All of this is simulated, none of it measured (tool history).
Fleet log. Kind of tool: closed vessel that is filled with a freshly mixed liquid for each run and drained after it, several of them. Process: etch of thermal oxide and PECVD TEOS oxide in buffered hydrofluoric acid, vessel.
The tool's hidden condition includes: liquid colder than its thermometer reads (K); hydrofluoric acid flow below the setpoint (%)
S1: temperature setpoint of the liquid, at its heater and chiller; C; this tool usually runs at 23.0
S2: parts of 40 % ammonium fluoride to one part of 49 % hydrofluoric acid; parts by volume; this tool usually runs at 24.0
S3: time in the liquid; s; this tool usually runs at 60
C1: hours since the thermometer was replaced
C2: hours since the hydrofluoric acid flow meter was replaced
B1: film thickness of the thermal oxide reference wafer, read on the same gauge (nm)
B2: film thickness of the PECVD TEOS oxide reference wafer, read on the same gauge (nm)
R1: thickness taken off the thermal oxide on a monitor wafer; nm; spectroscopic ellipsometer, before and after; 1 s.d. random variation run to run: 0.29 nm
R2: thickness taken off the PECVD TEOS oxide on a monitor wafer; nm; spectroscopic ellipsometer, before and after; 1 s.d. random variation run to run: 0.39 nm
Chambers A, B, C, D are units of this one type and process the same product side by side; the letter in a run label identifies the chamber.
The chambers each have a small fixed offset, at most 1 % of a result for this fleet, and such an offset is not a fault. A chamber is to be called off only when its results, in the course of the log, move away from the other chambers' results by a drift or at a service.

run,hour,S1,S2,S3,C1,C2,B1,B2,R1,R2
1B,5.1,23.0,24.0,60,1725.3,315.9,80.006,80.027,30.677,49.840
2A,13.2,23.0,24.0,60,521.2,874.8,79.987,79.985,31.643,50.027
3D,17.4,23.0,24.0,60,712.4,1260.6,80.007,79.971,31.365,49.266
4C,24.8,23.0,24.0,60,1322.4,259.0,79.989,79.984,30.814,50.178
5D,30.7,23.0,24.0,60,725.7,1273.9,80.002,80.006,31.263,50.006
6C,35.2,23.0,24.0,60,1332.8,269.4,79.990,79.981,31.095,49.945
7B,40.6,23.0,24.0,60,1760.8,351.4,79.985,80.012,30.942,49.266
8A,47.8,23.0,24.0,60,555.8,909.4,80.002,80.072,31.316,49.267
9C,53.6,23.0,28.0,60,1351.2,287.8,79.986,80.006,27.797,45.142
10A,61.6,23.0,28.0,60,569.6,923.2,80.005,79.986,27.793,43.955
11B,68.3,23.0,28.0,60,1788.5,379.1,80.000,80.037,27.921,44.377
12D,72.5,23.0,28.0,60,767.5,1315.7,79.985,80.015,28.414,44.559
13D,79.7,23.0,24.0,60,774.7,1322.9,80.010,80.007,31.245,49.668
14A,88.0,23.0,24.0,60,596.0,949.6,80.018,80.029,30.928,49.409
15B,93.7,23.0,24.0,60,1813.9,404.5,80.005,79.943,31.198,48.579
16C,99.7,23.0,24.0,60,1397.3,333.9,79.961,80.033,30.897,49.781
17C,107.2,23.0,24.0,60,1404.8,341.4,79.984,80.021,31.258,50.618
18B,115.5,23.0,24.0,60,1835.7,426.3,80.007,79.935,30.691,48.724
19A,121.9,23.0,24.0,60,629.9,983.5,79.976,80.009,31.237,49.876
# hour 124.6: chamber D: thermometer replaced
20D,127.9,23.0,24.0,60,3.3,1371.1,80.008,79.957,30.669,49.422
21D,132.4,23.0,24.0,60,7.8,1375.6,80.016,80.003,31.294,50.465
22B,137.4,23.0,24.0,60,1857.6,448.2,80.014,79.938,30.535,48.828
23C,142.4,25.0,17.0,60,1440.0,376.6,79.970,79.997,46.319,74.557
24A,150.6,25.0,17.0,60,658.6,1012.2,79.976,79.984,47.080,73.918
25D,158.6,25.0,17.0,60,34.0,1401.8,80.010,79.984,46.433,73.204
26C,162.6,25.0,17.0,60,1460.2,396.8,79.990,80.023,45.611,75.107
27A,169.2,26.5,28.5,60,677.2,1030.8,80.001,80.029,33.236,53.612
28B,175.1,26.5,28.5,60,1895.3,485.9,80.009,79.992,33.084,52.648
29D,183.2,26.5,28.5,60,58.6,1426.4,79.990,80.030,33.939,54.065
30A,189.9,26.5,28.5,60,697.9,1051.5,80.000,79.954,33.042,52.441
31C,196.5,23.0,24.0,60,1494.1,430.7,80.003,79.983,30.531,50.025
32B,204.6,23.0,24.0,60,1924.8,515.4,80.015,79.962,31.062,49.850
33A,209.6,23.0,24.0,60,717.6,1071.2,79.994,79.981,31.173,50.094
34B,213.3,23.0,24.0,60,1933.5,524.1,80.025,80.025,31.128,48.461
35C,221.5,23.0,24.0,60,1519.1,455.7,79.997,79.992,31.257,49.444
36D,229.2,18.5,24.0,60,104.6,1472.4,79.996,80.004,24.223,38.832
37C,233.3,18.5,24.0,60,1530.9,467.5,80.021,79.972,24.185,38.354
38B,241.2,18.5,24.0,60,1961.4,552.0,79.988,79.968,24.373,38.524

Next, all 4 chambers run the settings below, one line each with question marks for the results. What does each chamber give?
39A,247.2,23.0,15.5,60,,,,,?,?
39B,247.2,23.0,15.5,60,,,,,?,?
39C,247.2,23.0,15.5,60,,,,,?,?
39D,247.2,23.0,15.5,60,,,,,?,?

run,R1,R2
39A,45.487,71.630
39B,45.972,71.608
39C,45.591,72.895
39D,45.184,71.779
